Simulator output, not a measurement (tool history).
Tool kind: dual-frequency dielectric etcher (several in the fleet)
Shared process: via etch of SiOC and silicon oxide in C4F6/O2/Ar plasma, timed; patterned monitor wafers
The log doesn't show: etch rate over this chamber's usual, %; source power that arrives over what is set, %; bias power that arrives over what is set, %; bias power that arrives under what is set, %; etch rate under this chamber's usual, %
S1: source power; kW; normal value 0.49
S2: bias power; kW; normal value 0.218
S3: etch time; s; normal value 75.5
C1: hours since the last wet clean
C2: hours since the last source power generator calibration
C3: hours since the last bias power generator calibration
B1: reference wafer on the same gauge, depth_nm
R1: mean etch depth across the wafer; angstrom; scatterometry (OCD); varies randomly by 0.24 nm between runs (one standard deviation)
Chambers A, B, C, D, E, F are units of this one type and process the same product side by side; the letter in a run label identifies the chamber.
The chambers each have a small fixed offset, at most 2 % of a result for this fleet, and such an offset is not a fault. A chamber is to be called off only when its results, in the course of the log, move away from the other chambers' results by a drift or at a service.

{"run": "1E", "day": 0.217, "S1": 0.49, "S2": 0.218, "S3": 75.5, "C1": 451.3, "C2": 1215.2, "C3": 1311.3, "B1": 87.578, "R1": 986.39}
{"run": "2A", "day": 0.367, "S1": 0.49, "S2": 0.218, "S3": 75.5, "C1": 229.7, "C2": 319.7, "C3": 3245.9, "B1": 87.618, "R1": 979.7}
{"day": 0.538, "done": "chamber E: wet clean of the chamber"}
{"run": "3C", "day": 0.538, "S1": 0.49, "S2": 0.218, "S3": 75.5, "C1": 322.4, "C2": 1046, "C3": 777.5, "B1": 87.614, "R1": 987.21}
{"run": "4B", "day": 0.654, "S1": 0.49, "S2": 0.218, "S3": 75.5, "C1": 360.8, "C2": 2711.7, "C3": 3345, "B1": 87.587, "R1": 969.25}
{"run": "5D", "day": 0.754, "S1": 0.49, "S2": 0.218, "S3": 75.5, "C1": 193.4, "C2": 2208.6, "C3": 2305.8, "B1": 87.609, "R1": 983.56}
{"run": "6F", "day": 0.954, "S1": 0.49, "S2": 0.218, "S3": 75.5, "C1": 72.4, "C2": 2545.1, "C3": 2727.2, "B1": 87.614, "R1": 979.14}
{"run": "7A", "day": 1.133, "S1": 0.49, "S2": 0.218, "S3": 75.5, "C1": 248.1, "C2": 338.1, "C3": 3264.3, "B1": 87.579, "R1": 981.08}
{"run": "8E", "day": 1.333, "S1": 0.49, "S2": 0.218, "S3": 75.5, "C1": 19.1, "C2": 1242, "C3": 1338.1, "B1": 87.641, "R1": 985.21}
{"day": 1.479, "done": "chamber B: wet clean of the chamber"}
{"run": "9B", "day": 1.488, "S1": 0.49, "S2": 0.218, "S3": 75.5, "C1": 0.3, "C2": 2731.7, "C3": 3365, "B1": 87.623, "R1": 966.85}
{"run": "10C", "day": 1.679, "S1": 0.49, "S2": 0.218, "S3": 75.5, "C1": 349.8, "C2": 1073.4, "C3": 804.9, "B1": 87.584, "R1": 992.33}
{"run": "11D", "day": 1.854, "S1": 0.49, "S2": 0.218, "S3": 75.5, "C1": 219.8, "C2": 2235, "C3": 2332.2, "B1": 87.606, "R1": 979.59}
{"run": "12F", "day": 1.979, "S1": 0.49, "S2": 0.218, "S3": 75.5, "C1": 97, "C2": 2569.7, "C3": 2751.8, "B1": 87.649, "R1": 980.75}
{"run": "13C", "day": 2.112, "S1": 0.49, "S2": 0.198, "S3": 55, "C1": 360.2, "C2": 1083.8, "C3": 815.3, "B1": 87.612, "R1": 694.84}
{"run": "14E", "day": 2.229, "S1": 0.49, "S2": 0.198, "S3": 55, "C1": 40.6, "C2": 1263.5, "C3": 1359.6, "B1": 87.577, "R1": 695.34}
{"run": "15B", "day": 2.367, "S1": 0.49, "S2": 0.198, "S3": 55, "C1": 21.4, "C2": 2752.8, "C3": 3386.1, "B1": 87.639, "R1": 683.89}
{"run": "16A", "day": 2.467, "S1": 0.49, "S2": 0.198, "S3": 55, "C1": 280.1, "C2": 370.1, "C3": 3296.3, "B1": 87.569, "R1": 690.54}
{"run": "17D", "day": 2.629, "S1": 0.49, "S2": 0.198, "S3": 55, "C1": 238.4, "C2": 2253.6, "C3": 2350.8, "B1": 87.634, "R1": 691.55}
{"run": "18F", "day": 2.788, "S1": 0.49, "S2": 0.198, "S3": 55, "C1": 116.4, "C2": 2589.1, "C3": 2771.2, "B1": 87.608, "R1": 690.34}
{"run": "19B", "day": 2.996, "S1": 0.49, "S2": 0.218, "S3": 75.5, "C1": 36.5, "C2": 2767.9, "C3": 3401.2, "B1": 87.599, "R1": 964.53}
{"run": "20D", "day": 3.138, "S1": 0.49, "S2": 0.218, "S3": 75.5, "C1": 250.6, "C2": 2265.8, "C3": 2363, "B1": 87.605, "R1": 980.53}
{"run": "21C", "day": 3.283, "S1": 0.49, "S2": 0.254, "S3": 75.5, "C1": 388.3, "C2": 1111.9, "C3": 843.4, "B1": 87.563, "R1": 1040}
{"run": "22A", "day": 3.471, "S1": 0.49, "S2": 0.254, "S3": 75.5, "C1": 304.2, "C2": 394.2, "C3": 3320.4, "B1": 87.561, "R1": 1030.7}
{"run": "23F", "day": 3.604, "S1": 0.49, "S2": 0.254, "S3": 75.5, "C1": 136, "C2": 2608.7, "C3": 2790.8, "B1": 87.608, "R1": 1022.3}
{"run": "24E", "day": 3.733, "S1": 0.49, "S2": 0.254, "S3": 75.5, "C1": 76.7, "C2": 1299.6, "C3": 1395.7, "B1": 87.603, "R1": 1033.6}
{"run": "25B", "day": 3.904, "S1": 0.49, "S2": 0.254, "S3": 75.5, "C1": 58.3, "C2": 2789.7, "C3": 3423, "B1": 87.523, "R1": 1018.7}
{"run": "26A", "day": 4.104, "S1": 0.49, "S2": 0.254, "S3": 75.5, "C1": 319.4, "C2": 409.4, "C3": 3335.6, "B1": 87.554, "R1": 1027}
{"run": "27C", "day": 4.304, "S1": 0.49, "S2": 0.218, "S3": 75.5, "C1": 412.8, "C2": 1136.4, "C3": 867.9, "B1": 87.592, "R1": 994.03}
{"run": "28D", "day": 4.529, "S1": 0.49, "S2": 0.218, "S3": 75.5, "C1": 284, "C2": 2299.2, "C3": 2396.4, "B1": 87.543, "R1": 981.13}
{"run": "29E", "day": 4.721, "S1": 0.49, "S2": 0.218, "S3": 75.5, "C1": 100.4, "C2": 1323.3, "C3": 1419.4, "B1": 87.625, "R1": 986.23}
{"run": "30F", "day": 4.879, "S1": 0.49, "S2": 0.218, "S3": 75.5, "C1": 166.6, "C2": 2639.3, "C3": 2821.4, "B1": 87.589, "R1": 976.87}
{"run": "31E", "day": 5.067, "S1": 0.49, "S2": 0.218, "S3": 75.5, "C1": 108.7, "C2": 1331.6, "C3": 1427.7, "B1": 87.559, "R1": 988.92}
{"run": "32A", "day": 5.25, "S1": 0.49, "S2": 0.218, "S3": 75.5, "C1": 346.9, "C2": 436.9, "C3": 3363.1, "B1": 87.604, "R1": 982.09}
{"run": "33F", "day": 5.379, "S1": 0.49, "S2": 0.218, "S3": 75.5, "C1": 178.6, "C2": 2651.3, "C3": 2833.4, "B1": 87.594, "R1": 973.32}
{"run": "34B", "day": 5.579, "S1": 0.49, "S2": 0.218, "S3": 75.5, "C1": 98.5, "C2": 2829.9, "C3": 3463.2, "B1": 87.612, "R1": 964.42}
{"run": "35C", "day": 5.742, "S1": 0.49, "S2": 0.263, "S3": 75.5, "C1": 447.3, "C2": 1170.9, "C3": 902.4, "B1": 87.672, "R1": 1051.4}
{"run": "36D", "day": 5.871, "S1": 0.49, "S2": 0.263, "S3": 75.5, "C1": 316.2, "C2": 2331.4, "C3": 2428.6, "B1": 87.586, "R1": 1044.7}
{"run": "37D", "day": 6.017, "S1": 0.49, "S2": 0.263, "S3": 75.5, "C1": 319.7, "C2": 2334.9, "C3": 2432.1, "B1": 87.607, "R1": 1045.1}
{"run": "38A", "day": 6.179, "S1": 0.49, "S2": 0.263, "S3": 75.5, "C1": 369.2, "C2": 459.2, "C3": 3385.4, "B1": 87.635, "R1": 1042.6}
{"run": "39E", "day": 6.321, "S1": 0.49, "S2": 0.263, "S3": 75.5, "C1": 138.8, "C2": 1361.7, "C3": 1457.8, "B1": 87.546, "R1": 1050.4}

Has any chamber moved away from the others, gradually or after a service, or does the common gauge drift, or do the chambers differ only by their own small steady offsets? State the chamber and the most likely cause if one applies.

Neither any chamber nor the gauge drifts; the chambers differ only by their own small, steady offsets.
